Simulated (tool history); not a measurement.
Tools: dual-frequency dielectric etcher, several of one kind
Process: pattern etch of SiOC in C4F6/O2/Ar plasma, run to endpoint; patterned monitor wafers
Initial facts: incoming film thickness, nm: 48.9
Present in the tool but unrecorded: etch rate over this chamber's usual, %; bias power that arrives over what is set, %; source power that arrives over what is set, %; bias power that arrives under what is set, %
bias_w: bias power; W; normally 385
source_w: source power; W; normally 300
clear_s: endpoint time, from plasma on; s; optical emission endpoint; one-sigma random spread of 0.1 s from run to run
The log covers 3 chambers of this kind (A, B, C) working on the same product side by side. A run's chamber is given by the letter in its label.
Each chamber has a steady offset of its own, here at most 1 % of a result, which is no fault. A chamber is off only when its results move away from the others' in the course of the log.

run	hour	bias_w	source_w	hours since the last wet clean	hours since the last bias power generator calibration	hours since the last source power generator calibration	clear_s
1C	10	385	300	297.3	2857	481.8	20.176
2A	20	385	300	33	4385.2	430.8	20.217
3B	34	385	300	190.7	707.6	3862.8	20.413
4C	48.1	385	300	335.4	2895.1	519.9	20.234
5A	59.5	385	300	72.5	4424.7	470.3	20.179
6B	72	385	300	228.7	745.6	3900.8	20.414
7C	79.1	385	300	366.4	2926.1	550.9	20.181
8A	86.1	385	300	99.1	4451.3	496.9	20.17
9B	97.8	385	300	254.5	771.4	3926.6	20.372
10B	106	385	300	262.7	779.6	3934.8	20.223
11C	113.7	385	300	401	2960.7	585.5	20.273
12A	125.2	385	300	138.2	4490.4	536	20.314
13B	139.9	385	300	296.6	813.5	3968.7	20.188
# hour 145.2: chamber C: wet clean of the chamber
14A	150.7	385	300	163.7	4515.9	561.5	20.227
15C	163.4	385	300	18.2	3010.4	635.2	20.012
16A	170.3	385	300	183.3	4535.5	581.1	20.3
17C	183.9	385	300	38.7	3030.9	655.7	20.212
18B	198.8	385	270	355.5	872.4	4027.6	20.825
19A	206.2	385	270	219.2	4571.4	617	20.968
20C	220.5	385	270	75.3	3067.5	692.3	20.9
21B	232.8	385	300	389.5	906.4	4061.6	19.897
22C	245.2	356	230	100	3092.2	717	23.034
23B	252.1	356	230	408.8	925.7	4080.9	22.655
24A	267.4	356	230	280.4	4632.6	678.2	22.992
25A	277.8	385	300	290.8	4643	688.6	20.18
26C	291.1	385	300	145.9	3138.1	762.9	20.365
27B	304	385	300	460.7	977.6	4132.8	19.682
28B	315.3	385	300	472	988.9	4144.1	19.699
29C	324.5	385	300	179.3	3171.5	796.3	20.264
30A	335.5	385	300	348.5	4700.7	746.3	20.097
31B	343.3	385	300	500	1016.9	4172.1	19.686
32A	354.3	385	300	367.3	4719.5	765.1	20.139
33C	369.3	385	300	224.1	3216.3	841.1	20.123
34C	376.1	385	300	230.9	3223.1	847.9	20.054

Next, every chamber runs the same settings. What will each give?
35A	387.1	385	300				?
35B	387.1	385	300				?
35C	387.1	385	300				?

run	clear_s
35A	20.143
35B	19.405
35C	20.162

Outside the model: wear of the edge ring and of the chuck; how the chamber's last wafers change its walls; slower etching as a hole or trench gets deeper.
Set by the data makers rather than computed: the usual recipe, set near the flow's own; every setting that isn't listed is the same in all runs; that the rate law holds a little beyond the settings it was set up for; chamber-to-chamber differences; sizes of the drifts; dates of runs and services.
